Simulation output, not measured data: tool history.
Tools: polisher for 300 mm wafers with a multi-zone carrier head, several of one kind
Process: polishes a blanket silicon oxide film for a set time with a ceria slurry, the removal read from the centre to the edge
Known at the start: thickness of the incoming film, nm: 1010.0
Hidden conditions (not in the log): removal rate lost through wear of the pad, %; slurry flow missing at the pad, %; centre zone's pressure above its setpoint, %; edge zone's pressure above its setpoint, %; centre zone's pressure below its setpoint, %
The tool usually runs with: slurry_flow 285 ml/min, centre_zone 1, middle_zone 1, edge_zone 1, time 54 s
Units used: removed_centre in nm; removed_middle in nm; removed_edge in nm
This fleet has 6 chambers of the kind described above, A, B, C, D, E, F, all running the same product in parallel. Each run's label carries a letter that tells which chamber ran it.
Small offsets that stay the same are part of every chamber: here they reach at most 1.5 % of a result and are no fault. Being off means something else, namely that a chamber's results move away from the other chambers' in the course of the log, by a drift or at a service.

run,hour,slurry_flow,centre_zone,middle_zone,edge_zone,time,wafers polished on this pad,hours since the slurry nozzle was cleaned,hours since the centre zone pressure was calibrated,hours since the edge zone pressure was calibrated,removed_centre,removed_middle,removed_edge
1A,5.2,285,1,1,1,54,94,21.6,49.5,939.5,334.28,327.15,331.67
2B,12.5,285,1,1,1,54,802,42.5,217.9,445,328.9,330.32,329.61
# hour 13.9: chamber C: worn pad replaced by a new one
# hour 16.4: chamber F: worn pad replaced by a new one
3D,19.6,285,1,1,1,54,1108,36.5,1591.8,673.6,328.89,332.72,324.89
# hour 29.1: chamber B: worn pad replaced by a new one
4C,29.9,285,1,1,1,54,239,249.9,90.3,610.5,323.69,330.14,334.28
# hour 30.2: chamber D: centre zone pressure recalibrated
# hour 32.7: chamber E: worn pad replaced by a new one
5F,39.2,285,1,1,1,54,340,585.8,457.5,866.8,326.1,333.16,326.61
# hour 43.8: chamber D: worn pad replaced by a new one
# hour 46.3: chamber E: slurry nozzle cleaned
6E,49.3,285,1,1,1,54,247,3,111.7,922.1,332.98,332.69,322.59
7C,54.4,285,1,1,1,54,604,274.4,114.8,635,322.98,328.91,323.14
8A,63.4,285,1,1,1,54,962,79.8,107.7,997.7,329.22,323.23,334.57
9B,68.3,285,1,1,1,54,584,98.3,273.7,500.8,324.34,326.01,328.52
# hour 70.2: chamber C: worn pad replaced by a new one
10D,77.8,285,1,1,1,54,507,94.7,47.7,731.8,328.06,329.49,328.61
# hour 83.6: chamber A: worn pad replaced by a new one
11F,87.5,285,1,1,1,68,1060,634.1,505.8,915.1,413.19,413.57,420.14
# hour 88.8: chamber B: worn pad replaced by a new one
# hour 91.8: chamber E: worn pad replaced by a new one
12E,94.3,285,1,1,1,68,38,48,156.7,967.1,410.82,419.87,420.28
# hour 99.4: chamber F: worn pad replaced by a new one
13F,101,285,1,1,1,68,24,647.6,519.3,928.6,411.53,418.65,404.07
14B,107.9,285,1,1,1,68,285,137.9,313.3,540.4,407.32,411.21,417.06
15E,118.1,285,1,1,1,68,392,71.8,180.5,990.9,414.63,418.7,403.39
# hour 122.6: chamber B: centre zone pressure recalibrated
# hour 122.9: chamber C: slurry nozzle cleaned
16D,123.6,285,1,1,1,68,1190,140.5,93.5,777.6,419.68,417.31,414.92
17C,131,285,1,1,1.12,54,906,8.1,191.4,711.6,327.32,326.84,351.1
# hour 134: chamber D: worn pad replaced by a new one
# hour 140.3: chamber C: worn pad replaced by a new one
18A,140.8,285,1,1,1.12,54,853,157.2,185.1,1075.1,336.14,328.86,359.64
# hour 147.9: chamber B: worn pad replaced by a new one
19A,150,285,1,1,1.12,54,990,166.4,194.3,1084.3,324.75,332.09,351.48
20B,157,285,1,1,1.12,54,135,187,34.4,589.5,289.13,329.49,346.96
# hour 158.4: chamber E: worn pad replaced by a new one
21D,166.4,285,1,1,1.12,54,483,183.3,136.3,820.4,332.79,328.98,347.91
22E,175.3,285,1,1,1.12,54,252,129,237.7,1048.1,327.08,331.58,350.73
# hour 181.1: chamber A: worn pad replaced by a new one
# hour 184.6: chamber F: slurry nozzle cleaned
23F,184.6,285,1,1,1,54,1270,0.1,602.9,1012.2,325.11,328.07,321.72
24C,190,285,1.04,1,1,71,741,67.1,250.4,770.6,447.14,438.66,430.45
# hour 193.3: chamber F: worn pad replaced by a new one
25E,199.6,285,1.04,1,1,71,614,153.3,262,1072.4,440.04,439.59,428.18
# hour 203: chamber C: worn pad replaced by a new one
# hour 206.6: chamber D: slurry nozzle cleaned
26D,208.5,285,1.04,1,1,71,1110,1.9,178.4,862.5,457.73,435.23,438.83
# hour 209.9: chamber B: worn pad replaced by a new one
27A,218.7,285,1.04,1,1,71,561,235.1,263,1153,448.03,431.06,437.58
28C,227,285,1.04,1,1,71,358,104.1,287.4,807.6,452.12,433.87,434.66
# hour 228.1: chamber E: worn pad replaced by a new one
29F,231.5,285,1.04,1,1,71,569,47,649.8,1059.1,446.61,439.82,436.65
# hour 232: chamber D: worn pad replaced by a new one
30B,239.4,285,1,1,1,54,439,269.4,116.8,671.9,288.65,333.06,322.74
31D,248.6,285,1,1,1,54,248,42,218.5,902.6,334.35,330.13,330.49
32A,254.1,285,1,1,1,54,1088,270.5,298.4,1188.4,325.83,325.71,330.96
# hour 256.8: chamber E: slurry nozzle cleaned
# hour 261.2: chamber C: worn pad replaced by a new one
33B,263.4,285,1,1,1,54,797,293.4,140.8,695.9,289.27,329.71,327.83
34E,269.1,285,1,1,1,61,611,12.4,331.5,1141.9,370.48,369.29,383.47
# hour 274.6: chamber B: worn pad replaced by a new one
35F,274.9,285,1,1,1,61,1216,90.4,693.2,1102.5,367.23,373.63,379.6
# hour 282.2: chamber A: worn pad replaced by a new one
36C,283,285,1,1,1,61,326,160.1,343.4,863.6,364.95,371.25,381.45
# hour 286.5: chamber F: worn pad replaced by a new one
37F,292.8,285,1,1,1,61,94,108.3,711.1,1120.4,377.05,374.79,372.31
38A,302.2,285,1,1,1,61,298,318.6,346.5,1236.5,366.86,368.93,377.94
39B,310.8,285,1,1,1,61,540,340.8,188.2,743.3,321.46,371.33,369.03
40C,319.7,285,1,1,1,54,873,196.8,380.1,900.3,333.31,324.38,322.62

The same settings go to every chamber for the next run, one line per chamber below. Forecast the results for each:
41A,327.1,285,1,1,1,54,,,,,?,?,?
41B,327.1,285,1,1,1,54,,,,,?,?,?
41C,327.1,285,1,1,1,54,,,,,?,?,?
41D,327.1,285,1,1,1,54,,,,,?,?,?
41E,327.1,285,1,1,1,54,,,,,?,?,?
41F,327.1,285,1,1,1,54,,,,,?,?,?

run,removed_centre,removed_middle,removed_edge
41A,332.88,326.77,330.91
41B,289.15,331.62,324.13
41C,319.92,327.38,323.59
41D,322.96,333.04,325.54
41E,326.08,334.54,333.43
41F,332.32,326.21,325.79
